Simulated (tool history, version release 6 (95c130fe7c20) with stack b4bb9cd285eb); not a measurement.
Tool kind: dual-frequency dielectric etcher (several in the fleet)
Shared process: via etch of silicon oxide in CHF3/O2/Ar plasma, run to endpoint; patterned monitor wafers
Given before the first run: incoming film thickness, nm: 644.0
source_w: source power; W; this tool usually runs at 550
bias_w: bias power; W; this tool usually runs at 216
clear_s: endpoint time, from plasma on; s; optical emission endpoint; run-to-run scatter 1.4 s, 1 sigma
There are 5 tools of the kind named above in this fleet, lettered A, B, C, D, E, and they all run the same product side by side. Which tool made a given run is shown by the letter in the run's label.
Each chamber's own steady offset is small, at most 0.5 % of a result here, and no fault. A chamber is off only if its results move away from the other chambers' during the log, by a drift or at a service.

Run 1D, hour 3.4: usual settings. Result: clear_s 317.80 s.
Run 2B, hour 8.1: usual settings. Result: clear_s 311.91 s.
Run 3E, hour 11.5: usual settings. Result: clear_s 313.77 s.
Run 4A, hour 15.3: usual settings. Result: clear_s 314.78 s.
Run 5C, hour 18.0: usual settings. Result: clear_s 314.60 s.
Run 6A, hour 21.7: usual settings but bias_w 264 W. Result: clear_s 294.34 s.
Run 7E, hour 25.7: usual settings but bias_w 264 W. Result: clear_s 295.41 s.
Run 8B, hour 30.1: usual settings but bias_w 264 W. Result: clear_s 292.60 s.
Run 9C, hour 33.7: usual settings but bias_w 264 W. Result: clear_s 293.07 s.
Run 10D, hour 38.3: usual settings but bias_w 264 W. Result: clear_s 292.56 s.
Run 11E, hour 42.9: usual settings. Result: clear_s 315.32 s.
At hour 43.6: chamber C: wet clean of the chamber.
Run 12B, hour 47.1: usual settings. Result: clear_s 318.52 s.
Run 13A, hour 52.4: usual settings. Result: clear_s 315.59 s.
Run 14C, hour 55.3: usual settings. Result: clear_s 314.48 s.
At hour 55.6: chamber B: wet clean of the chamber.
Run 15D, hour 60.7: usual settings. Result: clear_s 313.70 s.
Run 16C, hour 66.9: usual settings but source_w 470 W, bias_w 249 W. Result: clear_s 316.25 s.
Run 17E, hour 71.2: usual settings but source_w 470 W, bias_w 249 W. Result: clear_s 317.74 s.
Run 18A, hour 74.2: usual settings but source_w 470 W, bias_w 249 W. Result: clear_s 318.07 s.
Run 19B, hour 77.7: usual settings but source_w 470 W, bias_w 249 W. Result: clear_s 317.90 s.
Run 20D, hour 80.9: usual settings but source_w 470 W, bias_w 249 W. Result: clear_s 312.28 s.
Run 21B, hour 85.2: usual settings. Result: clear_s 313.38 s.
Run 22D, hour 89.9: usual settings. Result: clear_s 309.70 s.
Run 23C, hour 94.8: usual settings. Result: clear_s 315.58 s.
Run 24E, hour 101.0: usual settings. Result: clear_s 317.17 s.
Run 25A, hour 103.9: usual settings. Result: clear_s 315.59 s.
Run 26A, hour 107.0: usual settings. Result: clear_s 316.69 s.
Run 27E, hour 112.5: usual settings. Result: clear_s 316.46 s.
Run 28B, hour 115.8: usual settings. Result: clear_s 313.68 s.
Run 29D, hour 121.6: usual settings. Result: clear_s 304.91 s.
Run 30C, hour 126.2: usual settings. Result: clear_s 314.49 s.
Run 31B, hour 130.9: usual settings. Result: clear_s 315.70 s.
Run 32D, hour 133.7: usual settings. Result: clear_s 302.58 s.

Has any chamber moved away from the others, gradually or after a service, or does the common gauge drift, or do the chambers differ only by their own small steady offsets? State the chamber and the most likely cause if one applies.

Chamber D drifts away from the others.
Likeliest cause: etch rate over this chamber's usual, % = 4.21.

Which of the 4 candidates below, each the usual settings with something changed and its results left as question marks, puts chamber D back in line with what the other chambers give on the usual settings?
In line means no further than this from the other chambers' mean on the usual settings: clear_s 5.10 s
Run 33D-1, hour 138.2: usual settings but bias_w 257 W. Result: clear_s ?.
Run 33D-2, hour 138.2: usual settings but source_w 520 W, bias_w 206 W. Result: clear_s ?.
Run 33D-3, hour 138.2: usual settings but source_w 600 W. Result: clear_s ?.
Run 33D-4, hour 138.2: usual settings but source_w 500 W, bias_w 198 W. Result: clear_s ?.

The other chambers' mean on the usual settings: clear_s 315.50 s
  run  clear_s
33D-1   285.32
33D-2   315.06
33D-3   293.39
33D-4   324.24
33D-2 is the one that brings the chamber's results back in line with the other chambers.
